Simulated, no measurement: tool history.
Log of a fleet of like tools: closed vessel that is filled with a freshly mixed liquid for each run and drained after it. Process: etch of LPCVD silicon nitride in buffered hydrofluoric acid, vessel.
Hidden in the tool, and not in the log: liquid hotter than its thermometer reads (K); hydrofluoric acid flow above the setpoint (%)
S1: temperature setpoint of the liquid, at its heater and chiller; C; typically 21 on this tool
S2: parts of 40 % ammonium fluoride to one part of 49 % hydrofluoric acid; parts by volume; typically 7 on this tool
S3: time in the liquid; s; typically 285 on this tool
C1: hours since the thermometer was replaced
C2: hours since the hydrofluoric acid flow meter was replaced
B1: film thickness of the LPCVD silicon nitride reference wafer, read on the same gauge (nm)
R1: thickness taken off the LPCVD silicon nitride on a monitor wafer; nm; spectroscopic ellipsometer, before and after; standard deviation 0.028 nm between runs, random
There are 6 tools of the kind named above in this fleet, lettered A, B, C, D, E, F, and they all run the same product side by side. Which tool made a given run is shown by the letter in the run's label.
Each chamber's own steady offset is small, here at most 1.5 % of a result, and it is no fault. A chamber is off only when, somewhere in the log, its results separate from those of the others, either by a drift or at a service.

{"run": "1B", "hour": 3.1, "S1": 21, "S2": 7, "S3": 285, "C1": 419.8, "C2": 1497.8, "B1": 99.957, "R1": 5.6567}
{"run": "2A", "hour": 6.7, "S1": 21, "S2": 7, "S3": 285, "C1": 223.9, "C2": 1050.8, "B1": 100, "R1": 5.6608}
{"run": "3C", "hour": 11.0, "S1": 21, "S2": 7, "S3": 285, "C1": 1545, "C2": 676.8, "B1": 100, "R1": 5.8185}
{"run": "4E", "hour": 14.9, "S1": 21, "S2": 7, "S3": 285, "C1": 817.3, "C2": 1153.7, "B1": 100.03, "R1": 5.7322}
{"run": "5F", "hour": 18.0, "S1": 21, "S2": 7, "S3": 285, "C1": 565.5, "C2": 1562, "B1": 100.04, "R1": 5.6033}
{"run": "6D", "hour": 22.4, "S1": 21, "S2": 7, "S3": 285, "C1": 440.8, "C2": 426.6, "B1": 99.987, "R1": 5.6574}
{"run": "7E", "hour": 26.8, "S1": 21, "S2": 7, "S3": 285, "C1": 829.2, "C2": 1165.6, "B1": 99.985, "R1": 5.6769}
{"run": "8C", "hour": 30.3, "S1": 21, "S2": 7, "S3": 285, "C1": 1564.3, "C2": 696.1, "B1": 100.02, "R1": 5.7525}
{"run": "9B", "hour": 33.5, "S1": 23, "S2": 5, "S3": 285, "C1": 450.2, "C2": 1528.2, "B1": 99.974, "R1": 8.4293}
{"run": "10D", "hour": 37.9, "S1": 23, "S2": 5, "S3": 285, "C1": 456.3, "C2": 442.1, "B1": 99.975, "R1": 8.4644}
{"run": "11A", "hour": 40.6, "S1": 23, "S2": 5, "S3": 285, "C1": 257.8, "C2": 1084.7, "B1": 100.02, "R1": 8.5552}
{"run": "12F", "hour": 44.0, "S1": 23, "S2": 5, "S3": 285, "C1": 591.5, "C2": 1588, "B1": 100.03, "R1": 8.2838}
{"run": "13A", "hour": 48.4, "S1": 23, "S2": 5, "S3": 285, "C1": 265.6, "C2": 1092.5, "B1": 100.05, "R1": 8.5621}
{"run": "14D", "hour": 52.4, "S1": 23, "S2": 5, "S3": 285, "C1": 470.8, "C2": 456.6, "B1": 99.951, "R1": 8.4961}
{"run": "15C", "hour": 56.7, "S1": 21, "S2": 7, "S3": 285, "C1": 1590.7, "C2": 722.5, "B1": 99.969, "R1": 5.6832}
{"run": "16E", "hour": 60.1, "S1": 21, "S2": 7, "S3": 285, "C1": 862.5, "C2": 1198.9, "B1": 100.08, "R1": 5.7919}
{"run": "17B", "hour": 64.0, "S1": 21, "S2": 7, "S3": 285, "C1": 480.7, "C2": 1558.7, "B1": 100.02, "R1": 5.6359}
{"run": "18F", "hour": 66.6, "S1": 25, "S2": 9, "S3": 285, "C1": 614.1, "C2": 1610.6, "B1": 100.01, "R1": 5.3512}
{"run": "19C", "hour": 70.3, "S1": 25, "S2": 9, "S3": 285, "C1": 1604.3, "C2": 736.1, "B1": 100.02, "R1": 5.4944}
{"run": "20A", "hour": 75.1, "S1": 25, "S2": 9, "S3": 285, "C1": 292.3, "C2": 1119.2, "B1": 100.01, "R1": 5.3636}
{"run": "21F", "hour": 80.5, "S1": 25, "S2": 9, "S3": 285, "C1": 628, "C2": 1624.5, "B1": 99.96, "R1": 5.3444}
{"run": "22E", "hour": 84.3, "S1": 25, "S2": 9, "S3": 285, "C1": 886.7, "C2": 1223.1, "B1": 99.994, "R1": 5.5351}
{"run": "23B", "hour": 89.9, "S1": 25, "S2": 9, "S3": 285, "C1": 506.6, "C2": 1584.6, "B1": 99.961, "R1": 5.3499}
{"run": "24D", "hour": 95.1, "S1": 25, "S2": 7, "S3": 195, "C1": 513.5, "C2": 499.3, "B1": 100.01, "R1": 4.7794}
{"run": "25D", "hour": 100.6, "S1": 25, "S2": 7, "S3": 195, "C1": 519, "C2": 504.8, "B1": 100.02, "R1": 4.8016}
{"run": "26C", "hour": 105.2, "S1": 25, "S2": 7, "S3": 195, "C1": 1639.2, "C2": 771, "B1": 99.998, "R1": 4.9007}
{"run": "27B", "hour": 109.8, "S1": 25, "S2": 7, "S3": 195, "C1": 526.5, "C2": 1604.5, "B1": 99.995, "R1": 4.7961}
{"run": "28A", "hour": 113.8, "S1": 25, "S2": 7, "S3": 195, "C1": 331, "C2": 1157.9, "B1": 99.996, "R1": 4.8439}
{"run": "29E", "hour": 118.2, "S1": 25, "S2": 7, "S3": 195, "C1": 920.6, "C2": 1257, "B1": 99.943, "R1": 5.0169}
{"run": "30F", "hour": 123.4, "S1": 21, "S2": 7, "S3": 285, "C1": 670.9, "C2": 1667.4, "B1": 100, "R1": 5.6299}
{"run": "31E", "hour": 128.5, "S1": 21, "S2": 7, "S3": 285, "C1": 930.9, "C2": 1267.3, "B1": 99.958, "R1": 5.8949}
{"run": "32C", "hour": 132.1, "S1": 21, "S2": 7, "S3": 285, "C1": 1666.1, "C2": 797.9, "B1": 100.01, "R1": 5.7717}
{"run": "33B", "hour": 136.5, "S1": 21, "S2": 7, "S3": 285, "C1": 553.2, "C2": 1631.2, "B1": 99.96, "R1": 5.6279}
{"run": "34F", "hour": 140.5, "S1": 21, "S2": 7, "S3": 285, "C1": 688, "C2": 1684.5, "B1": 99.969, "R1": 5.5925}
{"run": "35A", "hour": 144.3, "S1": 21, "S2": 7, "S3": 285, "C1": 361.5, "C2": 1188.4, "B1": 100.04, "R1": 5.6697}
{"run": "36D", "hour": 148.9, "S1": 21, "S2": 7, "S3": 285, "C1": 567.3, "C2": 553.1, "B1": 99.985, "R1": 5.6258}
{"run": "37B", "hour": 153.2, "S1": 21, "S2": 7, "S3": 285, "C1": 569.9, "C2": 1647.9, "B1": 99.986, "R1": 5.6249}
{"run": "38E", "hour": 155.9, "S1": 21, "S2": 7, "S3": 285, "C1": 958.3, "C2": 1294.7, "B1": 99.974, "R1": 5.9516}
{"run": "39F", "hour": 159.7, "S1": 21, "S2": 7, "S3": 285, "C1": 707.2, "C2": 1703.7, "B1": 100.01, "R1": 5.6378}

Decide between three cases: one chamber stands off from its peers, the gauge reading all wafers drifts, or nothing is wrong past each chamber's small offset. Where a chamber is off, say which and what most likely put it there.

One chamber, E, drifts off from the rest bit by bit.
What lies behind it: liquid hotter than its thermometer reads (K) = 0.906.
The log might look much the same if the cause were instead: hydrofluoric acid flow above the setpoint (%).

Below are 4 candidate recipes for chamber E's next run, each the usual settings with a change, their results shown as question marks. Which of them brings E's results back in line with what the other chambers give on the usual settings?
In line means no further than this from the other chambers' mean on the usual settings: R1 0.098 nm
{"run": "40E-1", "hour": 163.8, "S1": 21, "S2": 7, "S3": 270, "R1": "?"}
{"run": "40E-2", "hour": 163.8, "S1": 21, "S2": 7, "S3": 300, "R1": "?"}
{"run": "40E-3", "hour": 163.8, "S1": 19.5, "S2": 7, "S3": 285, "R1": "?"}
{"run": "40E-4", "hour": 163.8, "S1": 21.5, "S2": 7, "S3": 305, "R1": "?"}

Mean of the other chambers on the usual settings: R1 5.6747 nm
run=40E-1 R1=5.6793
run=40E-2 R1=6.3103
run=40E-3 R1=5.5191
run=40E-4 R1=6.5911
Change 40E-1 lands the chamber within the allowed miss of the other chambers.
